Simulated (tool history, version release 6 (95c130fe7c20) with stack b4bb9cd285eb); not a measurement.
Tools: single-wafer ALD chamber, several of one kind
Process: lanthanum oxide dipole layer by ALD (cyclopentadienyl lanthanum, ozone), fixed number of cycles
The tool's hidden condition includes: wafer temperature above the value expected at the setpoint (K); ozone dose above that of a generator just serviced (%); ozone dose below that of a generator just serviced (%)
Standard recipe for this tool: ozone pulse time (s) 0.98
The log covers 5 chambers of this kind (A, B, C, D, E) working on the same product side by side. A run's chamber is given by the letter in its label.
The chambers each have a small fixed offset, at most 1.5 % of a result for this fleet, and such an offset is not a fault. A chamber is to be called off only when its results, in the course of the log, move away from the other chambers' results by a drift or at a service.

run,hour,ozone pulse time (s),hours since the last thermocouple change,hours since the last ozone generator service,"read-back reference wafer on the same gauge, thickness_nm",mean film thickness on the monitor wafer (angstrom)
# hour 5.5: chamber B: ozone generator serviced
1C,5.9,0.98,80.4,1037.2,0.48674,5.0344
2B,10.7,0.98,1483.5,5.2,0.48664,4.9799
3E,15.0,0.98,356.1,303.9,0.48648,4.8922
4A,19.6,0.98,2072.0,53.9,0.48680,4.9961
5D,23.4,0.85,465.1,448.6,0.48608,4.7876
6A,26.5,0.85,2078.9,60.8,0.48703,4.7125
7D,29.9,0.85,471.6,455.1,0.48661,4.6720
8C,34.9,0.85,109.4,1066.2,0.48733,4.7727
9B,40.5,0.85,1513.3,35.0,0.48691,4.7224
10E,46.0,0.98,387.1,334.9,0.48666,4.9450
11A,50.2,0.98,2102.6,84.5,0.48654,4.9691
12C,54.5,0.98,129.0,1085.8,0.48756,4.9916
13E,60.7,0.98,401.8,349.6,0.48688,4.8680
14B,66.0,0.98,1538.8,60.5,0.48668,5.0130
15D,71.5,0.76,513.2,496.7,0.48792,4.5089
16B,78.2,0.76,1551.0,72.7,0.48676,4.4996
17C,84.8,0.76,159.3,1116.1,0.48717,4.5051
18A,90.9,0.76,2143.3,125.2,0.48617,4.5145
19D,95.3,0.76,537.0,520.5,0.48682,4.5033
20E,100.6,0.98,441.7,389.5,0.48623,4.8736
21A,103.8,0.98,2156.2,138.1,0.48674,5.0089
22D,109.7,0.98,551.4,534.9,0.48668,4.9314
23B,115.4,0.67,1588.2,109.9,0.48676,4.3144
24C,122.5,0.67,197.0,1153.8,0.48734,4.3537
25E,125.6,0.67,466.7,414.5,0.48708,4.2098
26C,130.1,0.67,204.6,1161.4,0.48697,4.3035
27E,134.0,0.67,475.1,422.9,0.48705,4.2351
28A,137.6,0.98,2190.0,171.9,0.48626,4.9421
29B,143.3,1.32,1616.1,137.8,0.48737,5.4350
30D,149.7,1.32,591.4,574.9,0.48737,5.3198
31A,155.8,1.32,2208.2,190.1,0.48712,5.3781
32B,159.8,1.32,1632.6,154.3,0.48665,5.3822
33C,165.2,1.32,239.7,1196.5,0.48664,5.4344
34E,169.4,0.61,510.5,458.3,0.48610,4.0204
35D,173.0,0.61,614.7,598.2,0.48724,3.8591
36B,176.2,0.61,1649.0,170.7,0.48685,4.0441
37E,180.7,0.61,521.8,469.6,0.48671,4.0333
38C,187.4,0.61,261.9,1218.7,0.48684,4.0854
39D,191.6,0.98,633.3,616.8,0.48683,4.7535
40A,196.4,0.98,2248.8,230.7,0.48716,4.9632
41D,200.7,0.98,642.4,625.9,0.48688,4.7246
42E,203.8,0.69,544.9,492.7,0.48658,4.2494
43A,208.2,0.69,2260.6,242.5,0.48682,4.3731

Next, every chamber runs the same settings. What will each give?
44A,213.2,1.11,,,,?
44B,213.2,1.11,,,,?
44C,213.2,1.11,,,,?
44D,213.2,1.11,,,,?
44E,213.2,1.11,,,,?

run,mean film thickness on the monitor wafer (angstrom)
44A,5.1116
44B,5.1358
44C,5.1996
44D,4.9577
44E,5.0720
